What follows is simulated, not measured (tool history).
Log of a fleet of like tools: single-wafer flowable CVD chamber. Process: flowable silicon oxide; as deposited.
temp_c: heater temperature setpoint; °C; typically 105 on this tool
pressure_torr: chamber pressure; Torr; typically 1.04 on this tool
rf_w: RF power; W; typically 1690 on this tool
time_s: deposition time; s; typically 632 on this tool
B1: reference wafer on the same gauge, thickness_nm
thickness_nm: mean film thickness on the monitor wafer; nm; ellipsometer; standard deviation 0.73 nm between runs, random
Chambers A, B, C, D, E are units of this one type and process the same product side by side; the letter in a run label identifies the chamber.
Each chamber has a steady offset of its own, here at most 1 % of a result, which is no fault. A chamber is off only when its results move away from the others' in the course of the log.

Run 1D, hour 12.9: usual settings; B1 427.92. Result: thickness_nm 434.61 nm.
At hour 17.9: chamber A: thermocouple changed; heater temperature recalibrated.
Run 2E, hour 20.9: usual settings; B1 427.87. Result: thickness_nm 434.08 nm.
Run 3A, hour 33.6: usual settings; B1 427.94. Result: thickness_nm 434.6 nm.
Run 4B, hour 41.2: usual settings; B1 427.76. Result: thickness_nm 433.81 nm.
Run 5C, hour 50.4: usual settings; B1 427.76. Result: thickness_nm 432.98 nm.
Run 6E, hour 57.6: usual settings; B1 427.63. Result: thickness_nm 431.6 nm.
At hour 59.8: chamber A: RF generator calibrated.
Run 7A, hour 69.8: usual settings; B1 427.57. Result: thickness_nm 433.27 nm.
Run 8D, hour 77.6: usual settings; B1 427.42. Result: thickness_nm 435.92 nm.
Run 9C, hour 84.2: usual settings; B1 427.37. Result: thickness_nm 433.09 nm.
Run 10B, hour 92.3: usual settings but rf_w 1840 W, time_s 540 s; B1 427.2. Result: thickness_nm 378.16 nm.
Run 11B, hour 101: usual settings but rf_w 1840 W, time_s 540 s; B1 427.42. Result: thickness_nm 377.7 nm.
At hour 110.8: chamber A: capacitance manometer re-zeroed and calibrated.
Run 12A, hour 114.6: usual settings but rf_w 1840 W, time_s 540 s; B1 427.29. Result: thickness_nm 380.95 nm.
Run 13E, hour 128.8: usual settings but rf_w 1840 W, time_s 540 s; B1 427.13. Result: thickness_nm 377.87 nm.
Run 14C, hour 138.3: usual settings but rf_w 1840 W, time_s 540 s; B1 427.17. Result: thickness_nm 377.7 nm.
Run 15D, hour 145.1: usual settings; B1 427.23. Result: thickness_nm 433.95 nm.
At hour 145.7: chamber B: capacitance manometer re-zeroed and calibrated.
Run 16A, hour 158.9: usual settings; B1 426.97. Result: thickness_nm 434.53 nm.
Run 17C, hour 165.8: usual settings; B1 426.66. Result: thickness_nm 433.14 nm.
Run 18B, hour 177.1: usual settings; B1 426.81. Result: thickness_nm 430.83 nm.
Run 19D, hour 190.9: usual settings; B1 426.79. Result: thickness_nm 433.05 nm.
Run 20E, hour 203.2: usual settings; B1 426.83. Result: thickness_nm 430.15 nm.
Run 21E, hour 210.6: usual settings but pressure_torr 1.13 Torr, time_s 585 s; B1 426.66. Result: thickness_nm 439.01 nm.
Run 22A, hour 221.9: usual settings but pressure_torr 1.13 Torr, time_s 585 s; B1 426.37. Result: thickness_nm 439.77 nm.
Run 23B, hour 235.1: usual settings but pressure_torr 1.13 Torr, time_s 585 s; B1 426.48. Result: thickness_nm 438.85 nm.
Run 24C, hour 245: usual settings but pressure_torr 1.13 Torr, time_s 585 s; B1 426.45. Result: thickness_nm 438.26 nm.
Run 25D, hour 257.2: usual settings but pressure_torr 1.13 Torr, time_s 585 s; B1 426.47. Result: thickness_nm 438.84 nm.
Run 26D, hour 269.5: usual settings; B1 426.19. Result: thickness_nm 433.75 nm.
Run 27B, hour 282.7: usual settings but rf_w 1815 W; B1 425.98. Result: thickness_nm 440.29 nm.
Run 28C, hour 291.6: usual settings but rf_w 1815 W; B1 426.18. Result: thickness_nm 438.77 nm.
Run 29A, hour 299.8: usual settings but rf_w 1815 W; B1 426. Result: thickness_nm 441.18 nm.
At hour 300.8: chamber B: RF generator calibrated.
At hour 301.6: chamber E: RF generator calibrated.
Run 30E, hour 310.2: usual settings but rf_w 1815 W; B1 425.9. Result: thickness_nm 440.19 nm.
Run 31C, hour 317.2: usual settings but rf_w 1815 W; B1 425.94. Result: thickness_nm 439.77 nm.
Run 32B, hour 330.7: usual settings; B1 425.7. Result: thickness_nm 430.62 nm.
At hour 341.5: chamber C: RF generator calibrated.
Run 33D, hour 344.3: usual settings; B1 425.89. Result: thickness_nm 432.96 nm.
Run 34E, hour 356.5: usual settings; B1 425.84. Result: thickness_nm 430.1 nm.
Run 35A, hour 362.8: usual settings; B1 425.55. Result: thickness_nm 431.94 nm.
Run 36D, hour 373.8: usual settings; B1 425.57. Result: thickness_nm 433.54 nm.
Run 37E, hour 382.2: usual settings; B1 425.44. Result: thickness_nm 430.07 nm.
Run 38B, hour 391: usual settings; B1 425.47. Result: thickness_nm 430.43 nm.
Run 39C, hour 401.6: usual settings; B1 425.34. Result: thickness_nm 430.22 nm.
Run 40A, hour 415.2: usual settings; B1 425.23. Result: thickness_nm 432.36 nm.
Run 41C, hour 422.6: usual settings; B1 425.22. Result: thickness_nm 430.57 nm.
Run 42E, hour 435.5: usual settings; B1 425.01. Result: thickness_nm 429.78 nm.
Run 43B, hour 444.8: usual settings; B1 425. Result: thickness_nm 430.37 nm.

What goes on in this fleet: one chamber off, a drifting gauge, or nothing beyond the chambers' own small offsets? Name the chamber and the cause, if any.

No chamber is off; the gauge reading every chamber's wafers drifts, which makes the whole fleet appear to move together.
Likeliest cause: gauge reads low (%) = 0.69.
